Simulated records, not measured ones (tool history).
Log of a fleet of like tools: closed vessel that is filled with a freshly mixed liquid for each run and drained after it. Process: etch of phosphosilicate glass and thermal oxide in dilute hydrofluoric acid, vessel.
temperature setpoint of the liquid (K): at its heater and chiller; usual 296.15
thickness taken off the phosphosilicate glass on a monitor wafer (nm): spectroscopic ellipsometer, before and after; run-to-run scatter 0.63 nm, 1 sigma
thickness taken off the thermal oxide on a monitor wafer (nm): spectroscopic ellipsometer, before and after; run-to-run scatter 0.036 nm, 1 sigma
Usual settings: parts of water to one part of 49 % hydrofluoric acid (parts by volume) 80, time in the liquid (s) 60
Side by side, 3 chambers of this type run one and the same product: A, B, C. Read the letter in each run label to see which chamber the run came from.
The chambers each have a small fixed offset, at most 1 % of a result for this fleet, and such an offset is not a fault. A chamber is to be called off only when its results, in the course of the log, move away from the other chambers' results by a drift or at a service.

run   hour  temperature setpoint of the liquid (K)  parts of water to one part of 49 % hydrofluoric acid (parts by volume)  time in the liquid (s)  hours since the thermometer was replaced  hours since the hydrofluoric acid flow meter was replaced  read-back film thickness of the phosphosilicate glass reference wafer, read on the same gauge (nm)  read-back film thickness of the thermal oxide reference wafer, read on the same gauge (nm)  thickness taken off the phosphosilicate glass on a monitor wafer (nm)  thickness taken off the thermal oxide on a monitor wafer (nm)
 1B    8.4                                  296.15                                                                      80                      60                                    1383.9                                                      446.2                                                                                              40.022                                                                                      150.00                                                                 63.073                                                         3.7171
 2A   15.9                                  296.15                                                                      80                      60                                     557.5                                                     1559.7                                                                                              40.012                                                                                      150.04                                                                 64.246                                                         3.7053
 3C   20.1                                  296.15                                                                      80                      60                                     830.5                                                      163.5                                                                                              39.991                                                                                      150.00                                                                 65.082                                                         3.7675
 4B   25.4                                  296.15                                                                      80                      60                                    1400.9                                                      463.2                                                                                              40.020                                                                                      150.00                                                                 62.968                                                         3.7432
      26.6  -- chamber B: thermometer replaced
 5C   33.4                                  296.15                                                                      80                      60                                     843.8                                                      176.8                                                                                              40.004                                                                                      150.00                                                                 63.639                                                         3.7221
 6A   39.6                                  296.15                                                                      80                      60                                     581.2                                                     1583.4                                                                                              39.953                                                                                      149.99                                                                 65.764                                                         3.7148
 7A   47.0                                  296.15                                                                      80                      60                                     588.6                                                     1590.8                                                                                              39.994                                                                                      149.99                                                                 64.242                                                         3.7133
 8C   53.6                                  296.15                                                                      80                      60                                     864.0                                                      197.0                                                                                              39.976                                                                                      150.01                                                                 63.266                                                         3.6481
 9B   59.2                                  296.15                                                                      80                      60                                      32.6                                                      497.0                                                                                              40.017                                                                                      150.00                                                                 63.739                                                         3.7743
10B   66.7                                  296.15                                                                      80                      60                                      40.1                                                      504.5                                                                                              40.003                                                                                      149.98                                                                 63.182                                                         3.7281
11C   74.0                                  296.15                                                                      80                      60                                     884.4                                                      217.4                                                                                              39.998                                                                                      149.99                                                                 63.645                                                         3.6996
12A   81.0                                  296.15                                                                      80                      60                                     622.6                                                     1624.8                                                                                              40.007                                                                                      150.03                                                                 63.515                                                         3.8055
13C   87.3                                  296.15                                                                      80                      60                                     897.7                                                      230.7                                                                                              39.973                                                                                      150.00                                                                 63.939                                                         3.7577
14B   95.2                                  298.15                                                                      80                      95                                      68.6                                                      533.0                                                                                              39.970                                                                                      150.01                                                                109.120                                                         6.5320
15A  102.1                                  298.15                                                                      80                      95                                     643.7                                                     1645.9                                                                                              39.974                                                                                      150.00                                                                108.840                                                         6.4122
16B  110.1                                  298.15                                                                      80                      95                                      83.5                                                      547.9                                                                                              39.990                                                                                      150.00                                                                110.200                                                         6.4152
17C  119.0                                  296.15                                                                      80                      60                                     929.4                                                      262.4                                                                                              40.009                                                                                      149.99                                                                 63.052                                                         3.7041
18A  124.3                                  296.15                                                                      80                      60                                     665.9                                                     1668.1                                                                                              39.964                                                                                      150.00                                                                 64.435                                                         3.7718
19A  132.4                                  296.15                                                                      80                      60                                     674.0                                                     1676.2                                                                                              39.983                                                                                      150.01                                                                 63.815                                                         3.7424
20C  140.0                                  296.15                                                                      80                      60                                     950.4                                                      283.4                                                                                              39.991                                                                                      150.00                                                                 62.945                                                         3.7404
21B  145.2                                  296.15                                                                      80                      85                                     118.6                                                      583.0                                                                                              40.027                                                                                      149.99                                                                 90.791                                                         5.2057
22A  151.5                                  296.15                                                                      80                      85                                     693.1                                                     1695.3                                                                                              40.015                                                                                      150.02                                                                 91.267                                                         5.3048
23B  157.9                                  296.15                                                                      80                      85                                     131.3                                                      595.7                                                                                              39.997                                                                                      150.03                                                                 89.948                                                         5.2918
24C  163.5                                  297.65                                                                      80                      60                                     973.9                                                      306.9                                                                                              39.991                                                                                      150.00                                                                 66.521                                                         3.9963
25B  168.1                                  297.65                                                                      80                      60                                     141.5                                                      605.9                                                                                              40.016                                                                                      149.99                                                                 67.586                                                         3.9917
26C  176.4                                  297.65                                                                      80                      60                                     986.8                                                      319.8                                                                                              40.017                                                                                      150.01                                                                 66.736                                                         4.0077
27A  180.9                                  296.15                                                                      80                      60                                     722.5                                                     1724.7                                                                                              39.998                                                                                      149.98                                                                 64.397                                                         3.7749
28C  189.8                                  296.15                                                                      80                      60                                    1000.2                                                      333.2                                                                                              39.974                                                                                      150.01                                                                 62.387                                                         3.7661
29B  197.1                                  296.15                                                                      80                      60                                     170.5                                                      634.9                                                                                              39.980                                                                                      149.99                                                                 64.340                                                         3.7105
30A  206.2                                  296.15                                                                      80                      60                                     747.8                                                     1750.0                                                                                              39.995                                                                                      149.97                                                                 63.843                                                         3.7201
31A  211.9                                  296.15                                                                      80                      60                                     753.5                                                     1755.7                                                                                              39.991                                                                                      150.03                                                                 64.480                                                         3.8150
32C  221.0                                  296.15                                                                      80                      60                                    1031.4                                                      364.4                                                                                              39.996                                                                                      150.01                                                                 63.303                                                         3.7578
33B  227.4                                  296.15                                                                      80                      60                                     200.8                                                      665.2                                                                                              40.014                                                                                      150.02                                                                 63.950                                                         3.7505
34A  234.9                                  296.15                                                                      80                      60                                     776.5                                                     1778.7                                                                                              40.012                                                                                      150.02                                                                 63.383                                                         3.8197
35C  240.5                                  294.65                                                                      80                      60                                    1050.9                                                      383.9                                                                                              40.042                                                                                      149.99                                                                 59.740                                                         3.4764
36B  245.5                                  294.65                                                                      80                      60                                     218.9                                                      683.3                                                                                              40.004                                                                                      149.99                                                                 59.467                                                         3.4836
37A  251.0                                  294.65                                                                      80                      60                                     792.6                                                     1794.8                                                                                              40.026                                                                                      150.00                                                                 59.784                                                         3.6018
38B  255.6                                  296.15                                                                      80                      60                                     229.0                                                      693.4                                                                                              40.023                                                                                      150.01                                                                 62.187                                                         3.7250
39C  263.8                                  296.15                                                                      80                      60                                    1074.2                                                      407.2                                                                                              39.999                                                                                      149.97                                                                 64.299                                                         3.6517
40B  273.2                                  296.15                                                                      80                      60                                     246.6                                                      711.0                                                                                              39.979                                                                                      149.99                                                                 63.639                                                         3.8115

Has any chamber moved away from the others, gradually or after a service, or does the common gauge drift, or do the chambers differ only by their own small steady offsets? State the chamber and the most likely cause if one applies.

Neither any chamber nor the gauge drifts; the chambers differ only by their own small, steady offsets.
